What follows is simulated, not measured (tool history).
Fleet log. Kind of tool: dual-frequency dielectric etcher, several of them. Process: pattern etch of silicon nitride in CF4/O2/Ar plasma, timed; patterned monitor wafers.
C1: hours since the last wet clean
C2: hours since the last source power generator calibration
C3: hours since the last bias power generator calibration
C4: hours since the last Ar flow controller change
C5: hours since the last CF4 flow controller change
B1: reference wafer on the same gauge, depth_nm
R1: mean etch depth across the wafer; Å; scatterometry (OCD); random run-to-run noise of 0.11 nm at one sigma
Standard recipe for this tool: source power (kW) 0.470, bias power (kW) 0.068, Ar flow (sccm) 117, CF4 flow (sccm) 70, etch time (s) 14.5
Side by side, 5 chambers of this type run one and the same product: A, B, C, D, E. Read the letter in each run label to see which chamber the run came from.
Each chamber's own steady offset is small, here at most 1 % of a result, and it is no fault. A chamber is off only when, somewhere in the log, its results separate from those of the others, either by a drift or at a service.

run 1B hour=5.9 | source_power_(kW)=0.470 bias_power_(kW)=0.068 Ar_flow_(sccm)=117 CF4_flow_(sccm)=70 etch_time_(s)=14.5 | C1=339.5 C2=1138.1 C3=1257.8 C4=2022.2 C5=2467.6 | B1=26.891 | R1=277.60
run 2C hour=13.2 | source_power_(kW)=0.470 bias_power_(kW)=0.068 Ar_flow_(sccm)=117 CF4_flow_(sccm)=70 etch_time_(s)=14.5 | C1=347.3 C2=468.1 C3=34.5 C4=2596.7 C5=337.1 | B1=26.899 | R1=275.88
-- hour=20.2 chamber E: bias power generator calibrated
run 3D hour=21.8 | source_power_(kW)=0.470 bias_power_(kW)=0.068 Ar_flow_(sccm)=117 CF4_flow_(sccm)=70 etch_time_(s)=14.5 | C1=110.2 C2=589.4 C3=1368.3 C4=663.9 C5=1390.2 | B1=26.882 | R1=274.93
run 4E hour=31.6 | source_power_(kW)=0.470 bias_power_(kW)=0.068 Ar_flow_(sccm)=117 CF4_flow_(sccm)=70 etch_time_(s)=14.5 | C1=164.9 C2=451.4 C3=11.4 C4=2005.6 C5=4421.5 | B1=26.885 | R1=276.92
run 5A hour=41.9 | source_power_(kW)=0.470 bias_power_(kW)=0.068 Ar_flow_(sccm)=117 CF4_flow_(sccm)=70 etch_time_(s)=14.5 | C1=284.9 C2=155.8 C3=3564.1 C4=2238.0 C5=2585.2 | B1=26.911 | R1=275.11
run 6D hour=53.4 | source_power_(kW)=0.470 bias_power_(kW)=0.068 Ar_flow_(sccm)=117 CF4_flow_(sccm)=82 etch_time_(s)=16.0 | C1=141.8 C2=621.0 C3=1399.9 C4=695.5 C5=1421.8 | B1=26.901 | R1=308.81
run 7C hour=62.9 | source_power_(kW)=0.470 bias_power_(kW)=0.068 Ar_flow_(sccm)=117 CF4_flow_(sccm)=82 etch_time_(s)=16.0 | C1=397.0 C2=517.8 C3=84.2 C4=2646.4 C5=386.8 | B1=26.896 | R1=310.70
run 8B hour=69.1 | source_power_(kW)=0.470 bias_power_(kW)=0.068 Ar_flow_(sccm)=117 CF4_flow_(sccm)=82 etch_time_(s)=16.0 | C1=402.7 C2=1201.3 C3=1321.0 C4=2085.4 C5=2530.8 | B1=26.885 | R1=315.12
run 9A hour=75.5 | source_power_(kW)=0.470 bias_power_(kW)=0.068 Ar_flow_(sccm)=117 CF4_flow_(sccm)=82 etch_time_(s)=16.0 | C1=318.5 C2=189.4 C3=3597.7 C4=2271.6 C5=2618.8 | B1=26.911 | R1=309.21
run 10E hour=84.4 | source_power_(kW)=0.470 bias_power_(kW)=0.068 Ar_flow_(sccm)=117 CF4_flow_(sccm)=82 etch_time_(s)=16.0 | C1=217.7 C2=504.2 C3=64.2 C4=2058.4 C5=4474.3 | B1=26.885 | R1=310.07
run 11A hour=90.4 | source_power_(kW)=0.470 bias_power_(kW)=0.068 Ar_flow_(sccm)=117 CF4_flow_(sccm)=70 etch_time_(s)=14.5 | C1=333.4 C2=204.3 C3=3612.6 C4=2286.5 C5=2633.7 | B1=26.912 | R1=276.08
-- hour=91.7 chamber A: wet clean of the chamber
-- hour=96.1 chamber B: wet clean of the chamber
run 12E hour=99.0 | source_power_(kW)=0.470 bias_power_(kW)=0.068 Ar_flow_(sccm)=117 CF4_flow_(sccm)=70 etch_time_(s)=14.5 | C1=232.3 C2=518.8 C3=78.8 C4=2073.0 C5=4488.9 | B1=26.892 | R1=275.58
run 13C hour=109.4 | source_power_(kW)=0.470 bias_power_(kW)=0.068 Ar_flow_(sccm)=117 CF4_flow_(sccm)=70 etch_time_(s)=14.5 | C1=443.5 C2=564.3 C3=130.7 C4=2692.9 C5=433.3 | B1=26.890 | R1=277.60
run 14D hour=120.9 | source_power_(kW)=0.470 bias_power_(kW)=0.068 Ar_flow_(sccm)=117 CF4_flow_(sccm)=70 etch_time_(s)=14.5 | C1=209.3 C2=688.5 C3=1467.4 C4=763.0 C5=1489.3 | B1=26.917 | R1=276.35
run 15B hour=127.1 | source_power_(kW)=0.570 bias_power_(kW)=0.068 Ar_flow_(sccm)=117 CF4_flow_(sccm)=70 etch_time_(s)=14.5 | C1=31.1 C2=1259.3 C3=1379.0 C4=2143.4 C5=2588.8 | B1=26.931 | R1=328.87
run 16E hour=137.3 | source_power_(kW)=0.570 bias_power_(kW)=0.068 Ar_flow_(sccm)=117 CF4_flow_(sccm)=70 etch_time_(s)=14.5 | C1=270.6 C2=557.1 C3=117.1 C4=2111.3 C5=4527.2 | B1=26.904 | R1=326.32
run 17C hour=143.5 | source_power_(kW)=0.570 bias_power_(kW)=0.068 Ar_flow_(sccm)=117 CF4_flow_(sccm)=70 etch_time_(s)=14.5 | C1=477.6 C2=598.4 C3=164.8 C4=2727.0 C5=467.4 | B1=26.882 | R1=325.34
run 18D hour=155.8 | source_power_(kW)=0.570 bias_power_(kW)=0.068 Ar_flow_(sccm)=117 CF4_flow_(sccm)=70 etch_time_(s)=14.5 | C1=244.2 C2=723.4 C3=1502.3 C4=797.9 C5=1524.2 | B1=26.882 | R1=323.46
run 19B hour=168.0 | source_power_(kW)=0.570 bias_power_(kW)=0.068 Ar_flow_(sccm)=117 CF4_flow_(sccm)=70 etch_time_(s)=14.5 | C1=72.0 C2=1300.2 C3=1419.9 C4=2184.3 C5=2629.7 | B1=26.901 | R1=327.37
-- hour=177.5 chamber E: wet clean of the chamber
run 20A hour=181.1 | source_power_(kW)=0.470 bias_power_(kW)=0.068 Ar_flow_(sccm)=117 CF4_flow_(sccm)=70 etch_time_(s)=14.5 | C1=89.4 C2=295.0 C3=3703.3 C4=2377.2 C5=2724.4 | B1=26.904 | R1=277.76
run 21E hour=192.3 | source_power_(kW)=0.470 bias_power_(kW)=0.068 Ar_flow_(sccm)=117 CF4_flow_(sccm)=70 etch_time_(s)=14.5 | C1=14.8 C2=612.1 C3=172.1 C4=2166.3 C5=4582.2 | B1=26.880 | R1=276.56
run 22D hour=201.4 | source_power_(kW)=0.470 bias_power_(kW)=0.068 Ar_flow_(sccm)=117 CF4_flow_(sccm)=70 etch_time_(s)=14.5 | C1=289.8 C2=769.0 C3=1547.9 C4=843.5 C5=1569.8 | B1=26.900 | R1=276.51
-- hour=203.2 chamber B: bias power generator calibrated
run 23A hour=210.2 | source_power_(kW)=0.470 bias_power_(kW)=0.068 Ar_flow_(sccm)=117 CF4_flow_(sccm)=70 etch_time_(s)=14.5 | C1=118.5 C2=324.1 C3=3732.4 C4=2406.3 C5=2753.5 | B1=26.894 | R1=278.10
-- hour=214.4 chamber C: wet clean of the chamber
run 24C hour=221.8 | source_power_(kW)=0.470 bias_power_(kW)=0.068 Ar_flow_(sccm)=117 CF4_flow_(sccm)=70 etch_time_(s)=14.5 | C1=7.5 C2=676.7 C3=243.1 C4=2805.3 C5=545.7 | B1=26.908 | R1=277.51
-- hour=225.9 chamber A: bias power generator calibrated
run 25B hour=229.3 | source_power_(kW)=0.470 bias_power_(kW)=0.068 Ar_flow_(sccm)=117 CF4_flow_(sccm)=70 etch_time_(s)=14.5 | C1=133.3 C2=1361.5 C3=26.2 C4=2245.6 C5=2691.0 | B1=26.902 | R1=276.89
run 26E hour=240.9 | source_power_(kW)=0.470 bias_power_(kW)=0.068 Ar_flow_(sccm)=117 CF4_flow_(sccm)=70 etch_time_(s)=14.5 | C1=63.4 C2=660.7 C3=220.7 C4=2214.9 C5=4630.8 | B1=26.901 | R1=277.47
run 27A hour=253.4 | source_power_(kW)=0.470 bias_power_(kW)=0.068 Ar_flow_(sccm)=117 CF4_flow_(sccm)=70 etch_time_(s)=14.5 | C1=161.7 C2=367.3 C3=27.6 C4=2449.5 C5=2796.7 | B1=26.894 | R1=276.31
run 28B hour=262.6 | source_power_(kW)=0.470 bias_power_(kW)=0.068 Ar_flow_(sccm)=117 CF4_flow_(sccm)=70 etch_time_(s)=14.5 | C1=166.6 C2=1394.8 C3=59.5 C4=2278.9 C5=2724.3 | B1=26.916 | R1=277.72
run 29D hour=269.2 | source_power_(kW)=0.470 bias_power_(kW)=0.068 Ar_flow_(sccm)=117 CF4_flow_(sccm)=70 etch_time_(s)=14.5 | C1=357.6 C2=836.8 C3=1615.7 C4=911.3 C5=1637.6 | B1=26.881 | R1=275.86
run 30C hour=277.3 | source_power_(kW)=0.470 bias_power_(kW)=0.068 Ar_flow_(sccm)=117 CF4_flow_(sccm)=70 etch_time_(s)=14.5 | C1=63.0 C2=732.2 C3=298.6 C4=2860.8 C5=601.2 | B1=26.919 | R1=277.55
run 31D hour=289.8 | source_power_(kW)=0.470 bias_power_(kW)=0.068 Ar_flow_(sccm)=117 CF4_flow_(sccm)=70 etch_time_(s)=14.5 | C1=378.2 C2=857.4 C3=1636.3 C4=931.9 C5=1658.2 | B1=26.889 | R1=275.70

Which is it: a chamber that has drifted or been left off by a service, a gauge drift common to all chambers, or only each chamber's usual small offset? If a chamber is off, name it and its likeliest cause.

The fleet is healthy, with each chamber sitting at its usual small offset and no drift in the gauge.
